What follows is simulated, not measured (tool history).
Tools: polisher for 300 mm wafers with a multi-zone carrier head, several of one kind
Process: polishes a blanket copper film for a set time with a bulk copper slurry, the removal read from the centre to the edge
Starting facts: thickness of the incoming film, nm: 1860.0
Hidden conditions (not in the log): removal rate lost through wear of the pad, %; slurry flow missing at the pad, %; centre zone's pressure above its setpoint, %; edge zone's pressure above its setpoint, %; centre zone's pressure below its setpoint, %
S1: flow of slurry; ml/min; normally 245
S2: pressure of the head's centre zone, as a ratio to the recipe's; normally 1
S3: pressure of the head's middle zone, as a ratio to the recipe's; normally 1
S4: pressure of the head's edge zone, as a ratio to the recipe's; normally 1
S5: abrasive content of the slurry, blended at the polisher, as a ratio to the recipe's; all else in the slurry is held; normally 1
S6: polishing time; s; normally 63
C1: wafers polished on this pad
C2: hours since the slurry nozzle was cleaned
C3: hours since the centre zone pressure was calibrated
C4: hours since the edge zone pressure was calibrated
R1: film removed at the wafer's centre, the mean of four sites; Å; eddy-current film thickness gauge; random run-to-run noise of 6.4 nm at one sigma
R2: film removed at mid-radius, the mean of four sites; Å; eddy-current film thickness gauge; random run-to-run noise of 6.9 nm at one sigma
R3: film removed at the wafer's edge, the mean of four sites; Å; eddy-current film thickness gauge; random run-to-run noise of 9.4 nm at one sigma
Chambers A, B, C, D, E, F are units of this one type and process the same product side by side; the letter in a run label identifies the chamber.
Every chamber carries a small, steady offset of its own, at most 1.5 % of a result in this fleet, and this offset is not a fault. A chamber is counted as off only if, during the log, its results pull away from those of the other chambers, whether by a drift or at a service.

{"run": "1D", "hour": 2.1, "S1": 245, "S2": 1, "S3": 1, "S4": 1, "S5": 1, "S6": 63, "C1": 884, "C2": 222.2, "C3": 718.2, "C4": 158.2, "R1": 6809.6, "R2": 6685.4, "R3": 6881.6}
{"run": "2B", "hour": 5.0, "S1": 245, "S2": 1, "S3": 1, "S4": 1, "S5": 1, "S6": 63, "C1": 1462, "C2": 415.9, "C3": 195.9, "C4": 328.7, "R1": 6631.5, "R2": 6851.6, "R3": 6798.5}
{"run": "3F", "hour": 7.4, "S1": 245, "S2": 1, "S3": 1, "S4": 1, "S5": 1, "S6": 63, "C1": 652, "C2": 151.5, "C3": 515.5, "C4": 332.9, "R1": 6713.4, "R2": 6684.9, "R3": 6781.8}
{"hour": 9.3, "done": "chamber A: worn pad replaced by a new one"}
{"hour": 12.0, "done": "chamber B: worn pad replaced by a new one"}
{"run": "4A", "hour": 12.2, "S1": 245, "S2": 1, "S3": 1, "S4": 1, "S5": 1, "S6": 63, "C1": 35, "C2": 479.1, "C3": 727.8, "C4": 253.2, "R1": 6719.1, "R2": 6806.7, "R3": 6700.1}
{"run": "5C", "hour": 16.0, "S1": 245, "S2": 1, "S3": 1.11, "S4": 1, "S5": 1.3, "S6": 63, "C1": 200, "C2": 198.7, "C3": 851.4, "C4": 772.6, "R1": 7322.4, "R2": 7812.2, "R3": 7114.9}
{"run": "6E", "hour": 20.3, "S1": 245, "S2": 1, "S3": 1.11, "S4": 1, "S5": 1.3, "S6": 63, "C1": 1125, "C2": 531.7, "C3": 152.7, "C4": 576.1, "R1": 7224.4, "R2": 7892.1, "R3": 7186}
{"run": "7A", "hour": 24.0, "S1": 245, "S2": 1, "S3": 1.11, "S4": 1, "S5": 1.3, "S6": 63, "C1": 174, "C2": 490.9, "C3": 739.6, "C4": 265, "R1": 7067.6, "R2": 8019.1, "R3": 7187.5}
{"run": "8B", "hour": 28.3, "S1": 245, "S2": 1, "S3": 1.11, "S4": 1, "S5": 1.3, "S6": 63, "C1": 193, "C2": 439.2, "C3": 219.2, "C4": 352, "R1": 7210.3, "R2": 7925.3, "R3": 7097.7}
{"run": "9D", "hour": 32.8, "S1": 245, "S2": 1, "S3": 1.11, "S4": 1, "S5": 1.3, "S6": 63, "C1": 1247, "C2": 252.9, "C3": 748.9, "C4": 188.9, "R1": 7256.2, "R2": 7937.2, "R3": 7140.2}
{"run": "10C", "hour": 36.5, "S1": 245, "S2": 1, "S3": 1.11, "S4": 1, "S5": 1.3, "S6": 63, "C1": 442, "C2": 219.2, "C3": 871.9, "C4": 793.1, "R1": 7328.9, "R2": 7967.2, "R3": 7235.2}
{"run": "11F", "hour": 39.0, "S1": 245, "S2": 1, "S3": 0.96, "S4": 1, "S5": 1.1, "S6": 63, "C1": 1026, "C2": 183.1, "C3": 547.1, "C4": 364.5, "R1": 6899, "R2": 6710.3, "R3": 6914.6}
{"hour": 41.5, "done": "chamber F: worn pad replaced by a new one"}
{"run": "12E", "hour": 43.3, "S1": 245, "S2": 1, "S3": 0.96, "S4": 1, "S5": 1.1, "S6": 63, "C1": 1397, "C2": 554.7, "C3": 175.7, "C4": 599.1, "R1": 6943.2, "R2": 6744.8, "R3": 7106.8}
{"hour": 44.2, "done": "chamber E: worn pad replaced by a new one"}
{"run": "13C", "hour": 46.8, "S1": 245, "S2": 1, "S3": 0.96, "S4": 1, "S5": 1.1, "S6": 63, "C1": 564, "C2": 229.5, "C3": 882.2, "C4": 803.4, "R1": 6907.7, "R2": 6569.9, "R3": 6936.1}
{"hour": 49.6, "done": "chamber B: slurry nozzle cleaned"}
{"run": "14B", "hour": 50.3, "S1": 245, "S2": 1, "S3": 0.96, "S4": 1, "S5": 1.1, "S6": 63, "C1": 453, "C2": 0.7, "C3": 241.2, "C4": 374, "R1": 6907.3, "R2": 6718.9, "R3": 7200.5}
{"run": "15D", "hour": 53.5, "S1": 245, "S2": 1, "S3": 0.96, "S4": 1, "S5": 1.1, "S6": 63, "C1": 1491, "C2": 273.6, "C3": 769.6, "C4": 209.6, "R1": 7024.1, "R2": 6705.5, "R3": 7163}
{"run": "16E", "hour": 55.6, "S1": 245, "S2": 1, "S3": 0.96, "S4": 1, "S5": 1.1, "S6": 63, "C1": 135, "C2": 567, "C3": 188, "C4": 611.4, "R1": 7018.8, "R2": 6761.5, "R3": 6967.5}
{"run": "17F", "hour": 60.1, "S1": 245, "S2": 1, "S3": 1, "S4": 1, "S5": 1, "S6": 63, "C1": 220, "C2": 204.2, "C3": 568.2, "C4": 385.6, "R1": 6754.1, "R2": 6804.9, "R3": 6977.9}
{"run": "18A", "hour": 62.8, "S1": 245, "S2": 1, "S3": 1, "S4": 1, "S5": 1, "S6": 63, "C1": 633, "C2": 529.7, "C3": 778.4, "C4": 303.8, "R1": 6718.3, "R2": 6847.8, "R3": 6634.4}
{"hour": 64.8, "done": "chamber A: worn pad replaced by a new one"}
{"hour": 65.4, "done": "chamber D: worn pad replaced by a new one"}
{"run": "19F", "hour": 65.6, "S1": 245, "S2": 1, "S3": 1, "S4": 1, "S5": 1, "S6": 63, "C1": 285, "C2": 209.7, "C3": 573.7, "C4": 391.1, "R1": 6706.2, "R2": 6770.6, "R3": 6921.3}
{"run": "20C", "hour": 70.2, "S1": 245, "S2": 1, "S3": 1, "S4": 1, "S5": 1, "S6": 63, "C1": 841, "C2": 252.9, "C3": 905.6, "C4": 826.8, "R1": 6794.3, "R2": 6851.9, "R3": 6865.8}
{"hour": 74.7, "done": "chamber C: centre zone pressure recalibrated"}
{"run": "21A", "hour": 75.0, "S1": 245, "S2": 1, "S3": 1, "S4": 1, "S5": 1, "S6": 63, "C1": 121, "C2": 541.9, "C3": 790.6, "C4": 316, "R1": 6750.8, "R2": 6656.4, "R3": 6725.9}
{"run": "22B", "hour": 79.3, "S1": 245, "S2": 1, "S3": 1, "S4": 1, "S5": 1, "S6": 63, "C1": 796, "C2": 29.7, "C3": 270.2, "C4": 403, "R1": 6665, "R2": 6879.7, "R3": 6679.6}
{"run": "23D", "hour": 81.6, "S1": 245, "S2": 1, "S3": 1, "S4": 1, "S5": 1, "S6": 63, "C1": 192, "C2": 301.7, "C3": 797.7, "C4": 237.7, "R1": 7006.3, "R2": 6610.8, "R3": 6748.8}
{"run": "24E", "hour": 86.1, "S1": 245, "S2": 1, "S3": 1, "S4": 1, "S5": 1, "S6": 63, "C1": 496, "C2": 597.5, "C3": 218.5, "C4": 641.9, "R1": 6827.5, "R2": 6907.3, "R3": 6856.4}
{"run": "25E", "hour": 89.5, "S1": 245, "S2": 1, "S3": 1, "S4": 1, "S5": 1, "S6": 63, "C1": 536, "C2": 600.9, "C3": 221.9, "C4": 645.3, "R1": 6782, "R2": 6856.9, "R3": 6864.3}
{"run": "26F", "hour": 93.0, "S1": 245, "S2": 1, "S3": 1, "S4": 1, "S5": 1, "S6": 63, "C1": 609, "C2": 237.1, "C3": 601.1, "C4": 418.5, "R1": 6691.8, "R2": 6783.8, "R3": 6949.3}
{"run": "27D", "hour": 96.6, "S1": 245, "S2": 1, "S3": 1, "S4": 1, "S5": 1, "S6": 63, "C1": 369, "C2": 316.7, "C3": 812.7, "C4": 252.7, "R1": 6893.1, "R2": 6777.5, "R3": 6619}
{"run": "28A", "hour": 99.9, "S1": 245, "S2": 1, "S3": 1, "S4": 1, "S5": 1, "S6": 63, "C1": 416, "C2": 566.8, "C3": 815.5, "C4": 340.9, "R1": 6620.5, "R2": 6759.5, "R3": 6624.6}
{"run": "29B", "hour": 102.9, "S1": 245, "S2": 1, "S3": 1, "S4": 1, "S5": 1, "S6": 63, "C1": 1075, "C2": 53.3, "C3": 293.8, "C4": 426.6, "R1": 6698.2, "R2": 6840.1, "R3": 7022.9}
{"run": "30C", "hour": 106.0, "S1": 245, "S2": 1, "S3": 1, "S4": 1, "S5": 1, "S6": 63, "C1": 1264, "C2": 288.7, "C3": 31.4, "C4": 862.6, "R1": 6272.6, "R2": 6759.3, "R3": 6807.8}
{"run": "31E", "hour": 110.6, "S1": 165, "S2": 1, "S3": 1.07, "S4": 1, "S5": 1, "S6": 63, "C1": 786, "C2": 622, "C3": 243, "C4": 666.4, "R1": 6416.9, "R2": 6957.4, "R3": 6484.8}
{"hour": 115.3, "done": "chamber F: worn pad replaced by a new one"}
{"run": "32A", "hour": 115.4, "S1": 165, "S2": 1, "S3": 1.07, "S4": 1, "S5": 1, "S6": 63, "C1": 599, "C2": 582.3, "C3": 831, "C4": 356.4, "R1": 6355.4, "R2": 6786, "R3": 6676.6}
{"hour": 117.3, "done": "chamber F: centre zone pressure recalibrated"}
{"hour": 117.8, "done": "chamber C: edge zone pressure recalibrated"}
{"run": "33B", "hour": 119.8, "S1": 165, "S2": 1, "S3": 1.07, "S4": 1, "S5": 1, "S6": 63, "C1": 1275, "C2": 70.2, "C3": 310.7, "C4": 443.5, "R1": 6263.6, "R2": 6846.8, "R3": 6561.6}
{"hour": 122.6, "done": "chamber C: worn pad replaced by a new one"}
{"run": "34C", "hour": 122.6, "S1": 165, "S2": 1, "S3": 1.07, "S4": 1, "S5": 1, "S6": 63, "C1": 0, "C2": 305.3, "C3": 48, "C4": 4.9, "R1": 5896, "R2": 6920.8, "R3": 6648.4}
{"run": "35F", "hour": 126.9, "S1": 165, "S2": 1, "S3": 1.07, "S4": 1, "S5": 1, "S6": 63, "C1": 137, "C2": 271, "C3": 9.6, "C4": 452.4, "R1": 6437.8, "R2": 6897.9, "R3": 6691.3}
{"run": "36D", "hour": 131.6, "S1": 165, "S2": 1, "S3": 1.07, "S4": 1, "S5": 1, "S6": 63, "C1": 783, "C2": 351.7, "C3": 847.7, "C4": 287.7, "R1": 6456.7, "R2": 6700, "R3": 6540.5}
{"run": "37C", "hour": 135.9, "S1": 245, "S2": 1, "S3": 1, "S4": 1, "S5": 1, "S6": 63, "C1": 157, "C2": 318.6, "C3": 61.3, "C4": 18.2, "R1": 6247.6, "R2": 6788.2, "R3": 6942.7}

One chamber off, gauge drift, or nothing amiss beyond the chambers' own small offsets? If it is a chamber, which one, and what is the likeliest cause?

A service on chamber C put it out of line with the rest.
What lies behind it: centre zone's pressure below its setpoint, % = 7.41.

Below are 4 candidate recipes for chamber C's next run, each the usual settings with a change, their results shown as question marks. Which of them brings C's results back in line with what the other chambers give on the usual settings?
Maximum distance from the other chambers' mean on the usual settings for a result to count as in line: R1 220 Å; R2 240 Å; R3 330 Å
{"run": "38C-1", "hour": 139.3, "S1": 250, "S2": 1.1, "S3": 0.97, "S4": 0.98, "S5": 1, "S6": 65, "R1": "?", "R2": "?", "R3": "?"}
{"run": "38C-2", "hour": 139.3, "S1": 250, "S2": 1.05, "S3": 0.98, "S4": 0.99, "S5": 1, "S6": 64, "R1": "?", "R2": "?", "R3": "?"}
{"run": "38C-3", "hour": 139.3, "S1": 240, "S2": 0.9, "S3": 1.03, "S4": 1.02, "S5": 1, "S6": 61, "R1": "?", "R2": "?", "R3": "?"}
{"run": "38C-4", "hour": 139.3, "S1": 240, "S2": 0.95, "S3": 1.02, "S4": 1.01, "S5": 1, "S6": 62, "R1": "?", "R2": "?", "R3": "?"}

Usual-settings mean across the other chambers: R1 6780.9 Å; R2 6794.6 Å; R3 6851.7 Å
run=38C-1 R1=7196.5 R2=6782.9 R3=6919.3
run=38C-2 R1=6738.9 R2=6744.2 R3=6847.5
run=38C-3 R1=5403.3 R2=6706.2 R3=6600.1
run=38C-4 R1=5826.3 R2=6752.7 R3=6674.9
38C-2 brings the chamber back in line.
